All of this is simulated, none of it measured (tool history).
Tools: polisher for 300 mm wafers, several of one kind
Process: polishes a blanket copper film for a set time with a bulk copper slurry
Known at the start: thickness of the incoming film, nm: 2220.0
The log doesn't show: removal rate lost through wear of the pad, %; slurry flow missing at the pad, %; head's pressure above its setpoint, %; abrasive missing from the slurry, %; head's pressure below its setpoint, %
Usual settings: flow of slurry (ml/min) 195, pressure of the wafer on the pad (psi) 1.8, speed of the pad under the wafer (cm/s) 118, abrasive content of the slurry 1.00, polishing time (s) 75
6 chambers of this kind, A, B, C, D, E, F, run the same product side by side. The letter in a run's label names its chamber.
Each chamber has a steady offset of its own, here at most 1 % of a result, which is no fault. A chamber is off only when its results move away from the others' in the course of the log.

run,day,flow of slurry (ml/min),pressure of the wafer on the pad (psi),speed of the pad under the wafer (cm/s),abrasive content of the slurry,polishing time (s),wafers polished on this pad,hours since the slurry nozzle was cleaned,hours since the head pressure was calibrated,hours since the slurry blender was calibrated,film removed (angstrom)
# day 0.088: chamber B: worn pad replaced by a new one
1B,0.350,195,1.8,118,1.00,75,49,98.6,136.2,88.5,4259.8
# day 0.533: chamber D: slurry blender recalibrated
2F,0.683,195,1.8,118,1.00,75,822,492.0,21.8,151.6,4270.0
# day 0.712: chamber D: slurry nozzle cleaned
# day 0.879: chamber C: worn pad replaced by a new one
3D,0.992,195,1.8,118,1.00,75,731,6.8,221.5,11.0,4324.8
# day 1.296: chamber E: slurry blender recalibrated
4E,1.592,195,1.8,118,1.00,75,630,353.5,789.1,7.1,4375.8
# day 1.862: chamber E: head pressure recalibrated
5C,2.054,195,1.8,118,1.00,75,218,394.3,314.5,140.7,4401.9
# day 2.329: chamber A: worn pad replaced by a new one
# day 2.450: chamber E: slurry nozzle cleaned
# day 2.542: chamber D: worn pad replaced by a new one
6A,2.542,195,1.8,118,1.00,75,39,253.1,326.1,150.8,4219.8
7A,3.062,195,1.8,118,0.85,75,136,265.6,338.6,163.3,4201.0
# day 3.162: chamber F: worn pad replaced by a new one
# day 3.533: chamber F: slurry nozzle cleaned
8B,3.642,195,1.8,118,0.85,75,660,177.6,215.2,167.5,4147.2
9E,4.246,195,1.8,118,0.85,75,1123,43.2,57.3,70.8,4119.5
10D,4.629,195,1.8,118,0.85,75,388,94.1,308.8,98.3,4111.1
# day 4.775: chamber C: slurry nozzle cleaned
# day 4.983: chamber C: worn pad replaced by a new one
# day 5.071: chamber D: slurry blender recalibrated
11C,5.088,195,1.8,118,0.85,75,19,7.6,387.3,213.5,4174.5
# day 5.396: chamber A: worn pad replaced by a new one
12F,5.717,195,1.8,118,0.85,75,474,52.4,142.6,272.4,4106.9
13A,6.225,195,1.8,118,1.00,75,154,341.5,414.5,239.2,4330.2
# day 6.312: chamber A: slurry nozzle cleaned
14F,6.833,195,1.8,118,1.00,75,681,79.2,169.4,299.2,4411.1
# day 7.096: chamber B: worn pad replaced by a new one
# day 7.162: chamber B: slurry blender recalibrated
# day 7.208: chamber D: worn pad replaced by a new one
15E,7.304,195,1.8,118,1.00,75,1691,116.6,130.7,144.2,4124.7
16B,7.638,195,1.8,118,0.70,87,100,273.5,311.1,11.5,4610.5
17D,7.917,195,1.8,118,0.70,87,132,173.0,387.7,68.4,4567.3
18C,8.258,195,1.8,118,0.70,87,608,83.7,463.4,289.6,4753.8
# day 8.471: chamber C: worn pad replaced by a new one
19E,8.567,195,1.8,118,0.70,87,1925,146.9,161.0,174.5,4471.2
# day 8.650: chamber F: worn pad replaced by a new one
# day 8.662: chamber A: worn pad replaced by a new one
# day 8.842: chamber A: head pressure recalibrated
20A,9.008,195,1.8,118,0.70,87,64,64.8,4.1,306.0,4589.1
21D,9.608,195,1.8,118,0.70,87,446,213.6,428.3,109.0,4699.7
# day 9.625: chamber D: slurry blender recalibrated
22F,10.217,195,1.8,118,1.00,75,291,160.4,250.6,380.4,4253.3
23C,10.521,195,1.8,118,1.00,75,381,138.0,517.7,343.9,4340.6
# day 10.592: chamber E: slurry blender recalibrated
24B,11.100,195,1.3,118,1.15,75,743,356.6,394.2,94.6,3246.6
# day 11.279: chamber B: slurry nozzle cleaned
25B,11.404,195,1.3,118,1.15,75,800,3.0,401.5,101.9,3198.4
# day 11.700: chamber C: worn pad replaced by a new one
26D,11.883,195,1.3,118,1.15,75,868,268.2,482.9,54.2,3261.3
# day 11.921: chamber A: worn pad replaced by a new one
27E,12.212,195,1.3,118,1.15,75,2602,234.4,248.5,39.0,2992.6
28C,12.542,195,1.3,118,1.15,75,156,186.5,566.2,392.4,3228.9
# day 12.558: chamber A: slurry blender recalibrated
# day 12.650: chamber D: worn pad replaced by a new one
29F,12.833,195,1.3,118,1.15,75,777,223.2,313.4,443.2,3225.4
30A,13.162,195,1.8,118,1.00,75,230,164.5,103.8,14.5,4361.4
31C,13.433,195,1.8,118,1.00,75,322,207.9,587.6,413.8,4338.8
32F,13.958,195,1.8,118,1.00,75,986,250.2,340.4,470.2,4262.6
# day 14.029: chamber B: worn pad replaced by a new one
# day 14.171: chamber D: slurry blender recalibrated
# day 14.304: chamber F: slurry blender recalibrated
# day 14.371: chamber C: slurry blender recalibrated
33A,14.500,160,1.8,138,1.00,75,479,196.6,135.9,46.6,4876.8
34B,14.854,160,1.8,138,1.00,75,153,85.8,484.3,184.7,4924.2
# day 14.883: chamber F: worn pad replaced by a new one
35D,15.317,160,1.8,138,1.00,75,495,350.6,565.3,27.6,4941.0
# day 15.621: chamber C: worn pad replaced by a new one
36E,15.633,160,1.8,138,1.00,75,3237,316.5,330.6,121.1,4400.0
37C,16.258,160,1.8,138,1.00,75,119,275.7,655.4,45.4,4971.9
# day 16.600: chamber B: slurry blender recalibrated
38F,16.854,160,1.8,138,1.00,75,366,319.7,409.9,61.2,4794.1
# day 17.083: chamber B: head pressure recalibrated
39B,17.467,195,1.8,118,1.00,75,638,148.5,9.2,20.8,4381.4
40D,18.033,195,1.8,118,1.00,75,999,415.8,630.5,92.8,4273.7

Next, every chamber runs the same settings. What will each give?
41A,18.488,195,2.0,118,1.00,75,,,,,?
41B,18.488,195,2.0,118,1.00,75,,,,,?
41C,18.488,195,2.0,118,1.00,75,,,,,?
41D,18.488,195,2.0,118,1.00,75,,,,,?
41E,18.488,195,2.0,118,1.00,75,,,,,?
41F,18.488,195,2.0,118,1.00,75,,,,,?

run,film removed (angstrom)
41A,4765.6
41B,4862.2
41C,4855.1
41D,4784.4
41E,4129.0
41F,4762.7
